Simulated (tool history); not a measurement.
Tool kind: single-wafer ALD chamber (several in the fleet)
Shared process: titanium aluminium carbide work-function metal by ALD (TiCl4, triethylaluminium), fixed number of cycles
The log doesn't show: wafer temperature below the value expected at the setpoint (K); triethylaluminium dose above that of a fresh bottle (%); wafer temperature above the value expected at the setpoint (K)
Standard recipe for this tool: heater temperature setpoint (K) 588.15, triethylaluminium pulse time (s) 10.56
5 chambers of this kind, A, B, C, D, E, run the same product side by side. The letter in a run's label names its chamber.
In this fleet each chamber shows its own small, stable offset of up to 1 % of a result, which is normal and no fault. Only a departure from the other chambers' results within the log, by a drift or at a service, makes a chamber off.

run     day  heater temperature setpoint (K)  triethylaluminium pulse time (s)  hours since the last thermocouple change  hours since the last triethylaluminium bottle change  read-back reference wafer on the same gauge, thickness_nm  mean film thickness on the monitor wafer (nm)
 1D   0.271                           588.15                             10.56                                    2349.7                                                 409.4                                                     1.9607                                          2.158
 2A   0.629                           588.15                             10.56                                     646.6                                                 167.5                                                     1.9606                                         2.1281
 3C   1.204                           588.15                             10.56                                     163.5                                                 365.5                                                     1.9603                                         2.1566
 4B   1.742                           588.15                             10.56                                    1606.7                                                 431.4                                                     1.9604                                         2.1308
 5E   2.233                           588.15                             10.56                                    1547.1                                                 345.1                                                     1.9611                                         2.1265
      2.462  -- chamber B: thermocouple changed; heater temperature recalibrated
 6E   2.758                           588.15                             10.56                                    1559.7                                                 357.7                                                     1.9611                                         2.1276
 7C     3.2                           600.15                              9.15                                     211.4                                                 413.4                                                     1.9622                                         2.2341
 8D   3.708                           600.15                              9.15                                    2432.2                                                 491.9                                                     1.9621                                         2.2338
      3.962  -- chamber D: thermocouple changed; heater temperature recalibrated
 9B   4.138                           600.15                              9.15                                      40.2                                                 488.9                                                     1.9624                                         2.2046
10A   4.629                           600.15                              9.15                                     742.6                                                 263.5                                                     1.9634                                         2.2012
      4.758  -- chamber B: triethylaluminium bottle replaced
11E   5.183                           600.15                              9.15                                    1617.9                                                 415.9                                                     1.9628                                         2.1964
12D     5.5                           588.15                             10.56                                        37                                                 534.9                                                     1.9631                                         2.1626
13C   5.929                           588.15                             10.56                                     276.9                                                 478.9                                                     1.9637                                         2.1635
14B   6.233                           588.15                             10.56                                      90.5                                                  35.4                                                     1.9637                                          2.142
15A   6.575                           588.15                             10.56                                     789.3                                                 310.2                                                     1.9628                                         2.1323
      6.767  -- chamber E: thermocouple changed; heater temperature recalibrated
16D   6.983                           588.15                             10.56                                      72.6                                                 570.5                                                     1.9643                                         2.1603
17A   7.538                           588.15                             10.56                                     812.4                                                 333.3                                                     1.9645                                         2.1355
18C   7.912                           588.15                             10.56                                     324.5                                                 526.5                                                     1.9642                                         2.1675
19E   8.221                           588.15                             10.56                                      34.9                                                 488.8                                                     1.9645                                         2.1313
20B   8.567                           588.15                             10.56                                     146.5                                                  91.4                                                     1.9654                                         2.1395
21B   8.892                           588.15                             10.56                                     154.3                                                  99.2                                                     1.9647                                         2.1399
22A   9.312                           597.15                             14.28                                       855                                                 375.9                                                     1.9656                                         2.2623
23D   9.612                           597.15                             14.28                                     135.7                                                 633.6                                                     1.9654                                         2.2895
24E  10.079                           597.15                             14.28                                      79.5                                                 533.4                                                     1.9655                                         2.2564
25C  10.475                           597.15                             14.28                                       386                                                   588                                                     1.9661                                         2.2878
26E  10.929                           597.15                             14.28                                      99.9                                                 553.8                                                     1.9666                                         2.2532
27A  11.192                           588.15                             10.56                                     900.1                                                   421                                                     1.9662                                         2.1367
28B  11.488                           588.15                             10.56                                     216.6                                                 161.5                                                     1.9657                                         2.1377
29C  11.954                           588.15                             10.56                                     421.5                                                 623.5                                                     1.9673                                          2.165
30D  12.517                           588.15                             10.56                                     205.4                                                 703.3                                                      1.967                                         2.1637
31E  13.071                           588.15                             10.56                                     151.3                                                 605.2                                                      1.968                                         2.1345
32C  13.333                           588.15                             10.56                                     454.6                                                 656.6                                                     1.9677                                         2.1714
33B  13.779                           588.15                             10.56                                     271.6                                                 216.5                                                     1.9684                                         2.1415
34D  14.279                           588.15                             10.56                                     247.7                                                 745.6                                                     1.9683                                         2.1686
35A  14.633                           588.15                             10.56                                     982.7                                                 503.6                                                     1.9686                                         2.1394
36B  14.992                           588.15                             10.56                                     300.7                                                 245.6                                                     1.9688                                          2.144
37A  15.325                           588.15                             10.56                                     999.3                                                 520.2                                                     1.9687                                         2.1401
38C  15.862                           588.15                             10.56                                     515.3                                                 717.3                                                     1.9697                                         2.1697
39D  16.371                           588.15                             10.56                                     297.9                                                 795.8                                                     1.9697                                         2.1681

What goes on in this fleet: one chamber off, a drifting gauge, or nothing beyond the chambers' own small offsets? Name the chamber and the cause, if any.

The gauge drifts, so all chambers seem to drift together. No chamber is off.
Likeliest cause: gauge reads high (%) = 0.497.
